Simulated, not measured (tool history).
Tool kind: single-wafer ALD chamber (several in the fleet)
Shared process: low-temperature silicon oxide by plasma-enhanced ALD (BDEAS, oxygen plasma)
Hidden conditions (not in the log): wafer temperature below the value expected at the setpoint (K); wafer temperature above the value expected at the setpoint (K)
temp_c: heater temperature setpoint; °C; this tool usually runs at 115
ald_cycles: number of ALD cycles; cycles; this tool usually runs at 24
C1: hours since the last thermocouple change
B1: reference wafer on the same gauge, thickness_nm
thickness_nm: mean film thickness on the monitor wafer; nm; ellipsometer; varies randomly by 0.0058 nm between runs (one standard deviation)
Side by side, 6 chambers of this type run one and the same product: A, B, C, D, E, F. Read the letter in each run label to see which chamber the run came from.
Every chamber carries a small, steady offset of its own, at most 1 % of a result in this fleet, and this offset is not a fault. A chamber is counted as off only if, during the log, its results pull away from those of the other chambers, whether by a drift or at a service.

{"run": "1C", "hour": 10.0, "temp_c": 115, "ald_cycles": 24, "C1": 236.8, "B1": 3.9912, "thickness_nm": 3.313}
{"run": "2A", "hour": 18.0, "temp_c": 115, "ald_cycles": 24, "C1": 1335.9, "B1": 3.9915, "thickness_nm": 3.3467}
{"run": "3F", "hour": 22.3, "temp_c": 115, "ald_cycles": 24, "C1": 1049.9, "B1": 3.9922, "thickness_nm": 3.3298}
{"run": "4D", "hour": 30.1, "temp_c": 115, "ald_cycles": 24, "C1": 1220.8, "B1": 3.9927, "thickness_nm": 3.3537}
{"run": "5B", "hour": 34.7, "temp_c": 115, "ald_cycles": 24, "C1": 823.9, "B1": 3.9937, "thickness_nm": 3.3642}
{"run": "6E", "hour": 40.3, "temp_c": 115, "ald_cycles": 24, "C1": 326.5, "B1": 3.9932, "thickness_nm": 3.3567}
{"run": "7A", "hour": 48.3, "temp_c": 125, "ald_cycles": 24, "C1": 1366.2, "B1": 3.9954, "thickness_nm": 3.3008}
{"run": "8B", "hour": 55.0, "temp_c": 125, "ald_cycles": 24, "C1": 844.2, "B1": 3.996, "thickness_nm": 3.3023}
{"run": "9D", "hour": 64.8, "temp_c": 125, "ald_cycles": 24, "C1": 1255.5, "B1": 3.9972, "thickness_nm": 3.2944}
{"run": "10F", "hour": 69.1, "temp_c": 125, "ald_cycles": 24, "C1": 1096.7, "B1": 3.9965, "thickness_nm": 3.2679}
{"run": "11C", "hour": 78.8, "temp_c": 125, "ald_cycles": 24, "C1": 305.6, "B1": 3.9996, "thickness_nm": 3.2481}
{"run": "12E", "hour": 83.3, "temp_c": 125, "ald_cycles": 24, "C1": 369.5, "B1": 3.9973, "thickness_nm": 3.3151}
{"run": "13B", "hour": 90.8, "temp_c": 115, "ald_cycles": 24, "C1": 880, "B1": 3.9987, "thickness_nm": 3.3737}
{"run": "14F", "hour": 99.9, "temp_c": 115, "ald_cycles": 24, "C1": 1127.5, "B1": 4.0013, "thickness_nm": 3.3296}
{"run": "15A", "hour": 109.8, "temp_c": 115, "ald_cycles": 21, "C1": 1427.7, "B1": 4.0023, "thickness_nm": 2.9365}
{"run": "16E", "hour": 118.4, "temp_c": 115, "ald_cycles": 21, "C1": 404.6, "B1": 4.0055, "thickness_nm": 2.9405}
{"run": "17C", "hour": 128.2, "temp_c": 115, "ald_cycles": 21, "C1": 355, "B1": 4.0015, "thickness_nm": 2.9183}
{"run": "18D", "hour": 137.8, "temp_c": 115, "ald_cycles": 21, "C1": 1328.5, "B1": 4.0037, "thickness_nm": 2.9384}
{"run": "19A", "hour": 143.1, "temp_c": 115, "ald_cycles": 21, "C1": 1461, "B1": 4.007, "thickness_nm": 2.9491}
{"run": "20B", "hour": 147.7, "temp_c": 115, "ald_cycles": 21, "C1": 936.9, "B1": 4.0056, "thickness_nm": 2.9631}
{"run": "21E", "hour": 152.5, "temp_c": 115, "ald_cycles": 20, "C1": 438.7, "B1": 4.0057, "thickness_nm": 2.8201}
{"run": "22C", "hour": 159.9, "temp_c": 115, "ald_cycles": 20, "C1": 386.7, "B1": 4.0057, "thickness_nm": 2.7785}
{"run": "23D", "hour": 166.3, "temp_c": 115, "ald_cycles": 20, "C1": 1357, "B1": 4.0088, "thickness_nm": 2.7958}
{"run": "24F", "hour": 174.3, "temp_c": 115, "ald_cycles": 20, "C1": 1201.9, "B1": 4.0099, "thickness_nm": 2.7842}
{"run": "25E", "hour": 178.9, "temp_c": 115, "ald_cycles": 20, "C1": 465.1, "B1": 4.0077, "thickness_nm": 2.8107}
{"run": "26B", "hour": 185.2, "temp_c": 115, "ald_cycles": 20, "C1": 974.4, "B1": 4.0102, "thickness_nm": 2.8199}
{"run": "27F", "hour": 190.4, "temp_c": 115, "ald_cycles": 24, "C1": 1218, "B1": 4.0092, "thickness_nm": 3.3482}
{"run": "28D", "hour": 196.5, "temp_c": 115, "ald_cycles": 24, "C1": 1387.2, "B1": 4.0101, "thickness_nm": 3.3616}
{"run": "29C", "hour": 201.9, "temp_c": 115, "ald_cycles": 24, "C1": 428.7, "B1": 4.0098, "thickness_nm": 3.3302}
{"run": "30A", "hour": 207.6, "temp_c": 115, "ald_cycles": 24, "C1": 1525.5, "B1": 4.0139, "thickness_nm": 3.3695}
{"run": "31D", "hour": 215.7, "temp_c": 115, "ald_cycles": 24, "C1": 1406.4, "B1": 4.014, "thickness_nm": 3.3734}
{"run": "32A", "hour": 221.1, "temp_c": 115, "ald_cycles": 24, "C1": 1539, "B1": 4.0117, "thickness_nm": 3.3679}
{"run": "33F", "hour": 230.4, "temp_c": 115, "ald_cycles": 24, "C1": 1258, "B1": 4.0151, "thickness_nm": 3.3458}
{"run": "34E", "hour": 239.0, "temp_c": 115, "ald_cycles": 24, "C1": 525.2, "B1": 4.0158, "thickness_nm": 3.392}
{"run": "35C", "hour": 246.1, "temp_c": 115, "ald_cycles": 24, "C1": 472.9, "B1": 4.0167, "thickness_nm": 3.3318}
{"run": "36B", "hour": 251.9, "temp_c": 115, "ald_cycles": 24, "C1": 1041.1, "B1": 4.0154, "thickness_nm": 3.3874}
{"run": "37B", "hour": 261.9, "temp_c": 115, "ald_cycles": 24, "C1": 1051.1, "B1": 4.0171, "thickness_nm": 3.3843}

Next, all 6 chambers run the settings below, one line each with question marks for the results. What does each chamber give?
{"run": "38A", "hour": 269.2, "temp_c": 115, "ald_cycles": 19, "thickness_nm": "?"}
{"run": "38B", "hour": 269.2, "temp_c": 115, "ald_cycles": 19, "thickness_nm": "?"}
{"run": "38C", "hour": 269.2, "temp_c": 115, "ald_cycles": 19, "thickness_nm": "?"}
{"run": "38D", "hour": 269.2, "temp_c": 115, "ald_cycles": 19, "thickness_nm": "?"}
{"run": "38E", "hour": 269.2, "temp_c": 115, "ald_cycles": 19, "thickness_nm": "?"}
{"run": "38F", "hour": 269.2, "temp_c": 115, "ald_cycles": 19, "thickness_nm": "?"}

run=38A thickness_nm=2.6715
run=38B thickness_nm=2.6853
run=38C thickness_nm=2.6342
run=38D thickness_nm=2.6664
run=38E thickness_nm=2.6855
run=38F thickness_nm=2.6512
